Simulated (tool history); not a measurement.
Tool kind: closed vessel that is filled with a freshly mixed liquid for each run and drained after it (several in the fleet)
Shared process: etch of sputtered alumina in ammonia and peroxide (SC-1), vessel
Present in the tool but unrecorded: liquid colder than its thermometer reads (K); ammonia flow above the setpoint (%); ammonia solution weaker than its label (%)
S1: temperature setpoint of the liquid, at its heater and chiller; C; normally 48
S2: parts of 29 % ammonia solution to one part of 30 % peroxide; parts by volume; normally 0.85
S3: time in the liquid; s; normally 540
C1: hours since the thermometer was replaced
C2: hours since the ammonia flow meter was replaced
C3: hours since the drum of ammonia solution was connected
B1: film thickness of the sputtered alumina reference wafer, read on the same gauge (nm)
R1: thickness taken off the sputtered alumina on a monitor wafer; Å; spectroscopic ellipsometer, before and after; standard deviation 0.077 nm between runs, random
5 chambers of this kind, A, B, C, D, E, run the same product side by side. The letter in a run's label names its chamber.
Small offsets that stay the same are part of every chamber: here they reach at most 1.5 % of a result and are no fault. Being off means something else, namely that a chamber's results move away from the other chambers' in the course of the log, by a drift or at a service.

run   hour    S1    S2   S3      C1      C2     C3      B1      R1
 1E    2.9    48  0.85  540     968    63.6  685.4  50.003     214
 2D    5.9    48  0.85  540   101.5  1308.1  151.7  50.029  217.93
 3B    9.4    48  0.85  540  1902.7  1130.1  493.2  50.011  215.63
 4A   13.6    48  0.85  540   383.3   654.6  616.3  49.972  216.71
 5C   16.7    48  0.85  540   736.8    2117  578.7  49.979  216.62
 6C   19.4    48  0.85  540   739.5  2119.7  581.4  49.983  215.48
 7D   23.7    48  0.85  540   119.3  1325.9  169.5  49.967  216.09
 8E   28.6    48  0.85  540   993.7    89.3  711.1   50.04  214.13
      28.8  -- chamber A: ammonia flow meter replaced
 9B   33.4  54.5  0.85  725  1926.7  1154.1  517.2  49.984  412.08
10A   36.7  54.5  0.85  725   406.4       8  639.4  49.999  416.96
11D   41.1  54.5  0.85  725   136.7  1343.3  186.9  49.992  415.82
12A   45.6  54.5  0.85  725   415.3    16.9  648.3  49.992  412.61
13C   48.8  54.5  0.85  725   768.9  2149.1  610.8  49.985  417.63
14B   51.9    48  0.85  540  1945.2  1172.6  535.7  50.037  217.03
15E   56.5    48  0.85  540  1021.6   117.2    739  49.957  210.58
      59.7  -- chamber B: thermometer replaced
16C   60.3    48  0.85  540   780.4  2160.6  622.3  50.027  216.08
17E   63.9    48  0.55  540    1029   124.6  746.4  49.972  201.67
18A   68.1    48  0.55  540   437.8    39.4  670.8  49.992  207.98
19D   71.8    48  0.55  540   167.4    1374  217.6   49.97  208.11
20B   76.5    48  0.55  540    16.8  1197.2  560.3  49.989  208.13
21B   81.7    48  0.55  540      22  1202.4  565.5   49.99  207.65
22D   85.1    48  0.85  540   180.7  1387.3  230.9  50.014  217.34
23E   87.9    48  0.85  540    1053   148.6  770.4  49.996  208.99
24C   91.2    48  0.85  540   811.3  2191.5  653.2  49.992   214.6
25A   94.4    48  0.85  540   464.1    65.7  697.1  50.026  216.22
26C   99.7    48  0.85  540   819.8    2200  661.7  50.014  216.26
27B  102.7    48  0.85  540      43  1223.4  586.5  50.001  216.67
28E  106.4    48  0.85  540  1071.5   167.1  788.9  50.012  207.01
29A  109.3    48  0.85  540     479    80.6    712  49.987  217.09
30D  114.7    48  0.85  540   210.3  1416.9  260.5  50.019  215.75
31B  119.8    48  0.55  540    60.1  1240.5  603.6  50.012  207.82
32D  125.1    48  0.55  540   220.7  1427.3  270.9  49.999  208.48
33C  127.9    48  0.55  540     848  2228.2  689.9  49.995  207.61
34A  131.9    48  0.55  540   501.6   103.2  734.6  49.975  207.38

All 5 chambers run these settings next. Forecast each chamber's results:
35A  135.8  48  0.85  540                   ?
35B  135.8  48  0.85  540                   ?
35C  135.8  48  0.85  540                   ?
35D  135.8  48  0.85  540                   ?
35E  135.8  48  0.85  540                   ?

run      R1
35A  214.61
35B  217.26
35C  216.58
35D   217.1
35E  204.57
